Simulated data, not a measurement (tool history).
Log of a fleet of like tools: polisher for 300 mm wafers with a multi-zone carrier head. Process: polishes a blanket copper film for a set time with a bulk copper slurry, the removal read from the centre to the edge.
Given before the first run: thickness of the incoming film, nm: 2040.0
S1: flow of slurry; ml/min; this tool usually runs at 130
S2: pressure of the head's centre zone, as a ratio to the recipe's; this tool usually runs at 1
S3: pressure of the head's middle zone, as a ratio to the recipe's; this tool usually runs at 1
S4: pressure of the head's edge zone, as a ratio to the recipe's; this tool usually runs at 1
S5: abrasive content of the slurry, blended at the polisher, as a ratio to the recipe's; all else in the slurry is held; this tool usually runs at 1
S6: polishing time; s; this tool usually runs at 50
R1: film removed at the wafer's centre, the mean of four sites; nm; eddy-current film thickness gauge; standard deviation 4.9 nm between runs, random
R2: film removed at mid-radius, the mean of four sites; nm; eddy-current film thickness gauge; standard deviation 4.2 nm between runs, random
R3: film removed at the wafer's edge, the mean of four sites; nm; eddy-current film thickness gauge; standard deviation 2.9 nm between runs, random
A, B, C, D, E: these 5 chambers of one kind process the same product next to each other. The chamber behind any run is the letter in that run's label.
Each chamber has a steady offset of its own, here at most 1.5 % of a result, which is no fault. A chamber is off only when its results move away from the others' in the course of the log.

run,day,S1,S2,S3,S4,S5,S6,R1,R2,R3
# day 0.192: chamber A: edge zone pressure recalibrated
1E,0.25,130,1,1,1,1,50,377.2,362.2,365.85
# day 0.412: chamber B: worn pad replaced by a new one
2C,0.588,130,1,1,1,1,50,379.77,374.9,369.14
3B,0.854,130,1,1,1,1,50,377.1,368.8,360.04
4A,1.296,130,1,1,1,1,50,368.88,369.5,370.4
5D,1.562,130,1,1,1,1,50,366.85,361.18,365.44
# day 1.962: chamber D: centre zone pressure recalibrated
6D,2.008,130,1,1,1,1,50,373.52,369.66,367.75
7B,2.404,130,1,1.07,1.11,1,50,371.16,398.97,384.22
8A,2.667,130,1,1.07,1.11,1,50,370.12,389.08,390.88
# day 2.729: chamber D: worn pad replaced by a new one
# day 3.05: chamber D: slurry nozzle cleaned
9C,3.079,130,1,1.07,1.11,1,50,375.18,392.34,388.34
# day 3.483: chamber E: slurry nozzle cleaned
10E,3.558,130,1,1.07,1.11,1,50,372.86,387.6,384.16
# day 3.679: chamber E: worn pad replaced by a new one
11C,3.854,130,1,1.07,1.11,1,50,370.56,392.61,387.91
12B,4.379,130,1,1,1,1,50,357.14,374.55,363.39
13E,4.679,130,1,1,1,1,50,370.96,373.51,364.68
# day 4.742: chamber C: slurry nozzle cleaned
14D,4.988,130,1,1,1,1,50,370.02,365.07,370.46
# day 5.362: chamber C: worn pad replaced by a new one
15A,5.45,130,1,1.11,1,1,50,363.4,399.52,371.07
# day 5.546: chamber C: centre zone pressure recalibrated
16D,5.767,130,1,1.11,1,1,50,366.23,412.2,362.33
# day 5.883: chamber B: worn pad replaced by a new one
17B,6.15,130,1,1.11,1,1,50,375.38,412.78,364.09
18A,6.45,130,1,1.11,1,1,50,359.57,398.66,369.11
19E,6.829,130,1,1.11,1,1,50,365.46,400.5,370.02
20C,7.108,175,1.11,1,1,1,50,438.33,389.86,384.63
21D,7.6,175,1.11,1,1,1,50,442.74,398.36,382.15
22B,8.104,175,1.11,1,1,1,50,440.04,392.93,378.48
23C,8.458,175,1.11,1,1,1,50,436.92,387.01,385.17
24A,8.962,175,1.11,1,1,1,50,418.79,371.62,368.89
# day 8.988: chamber E: worn pad replaced by a new one
25E,9.312,130,1,1,1,1,50,367.98,367.5,363.78
# day 9.612: chamber D: worn pad replaced by a new one
26C,9.725,130,1,1,1,1,50,378.47,371.66,375.15
# day 9.958: chamber B: slurry nozzle cleaned
27D,10.062,130,1,1,1,1,50,362.09,369.34,369.14
# day 10.196: chamber B: centre zone pressure recalibrated
28B,10.433,130,1,1,1,1,50,374.34,369.19,365.12
29E,10.929,130,1,1,1,1,50,372.13,367.75,367.64
# day 10.983: chamber C: worn pad replaced by a new one
# day 11.058: chamber A: slurry nozzle cleaned
30A,11.321,130,1,1,1,1,50,346.16,343.68,346.16
# day 11.362: chamber B: worn pad replaced by a new one
# day 11.829: chamber A: centre zone pressure recalibrated
31B,11.862,130,1,1,1,1,50,366.78,370.56,366.39
32A,12.371,130,1,1,1,1,50,343.83,336.74,342.06
33D,12.888,175,1.06,1,1,1,50,420.9,386.16,379.25
34C,13.308,175,1.06,1,1,1,50,418.2,394.55,382.92
35E,13.725,175,1.06,1,1,1,50,407.12,380.22,389.46
36E,14.138,175,1.06,1,1,1,50,408.36,387.32,378.53

Predict what each chamber gives when all 5 of them run the settings below next.
37A,14.542,130,1,1,1,1,50,?,?,?
37B,14.542,130,1,1,1,1,50,?,?,?
37C,14.542,130,1,1,1,1,50,?,?,?
37D,14.542,130,1,1,1,1,50,?,?,?
37E,14.542,130,1,1,1,1,50,?,?,?

run,R1,R2,R3
37A,336.08,329.09,334.63
37B,369.74,368.75,361.17
37C,361.44,371.45,367.95
37D,367.28,373.14,364.55
37E,368.91,364.56,364.74
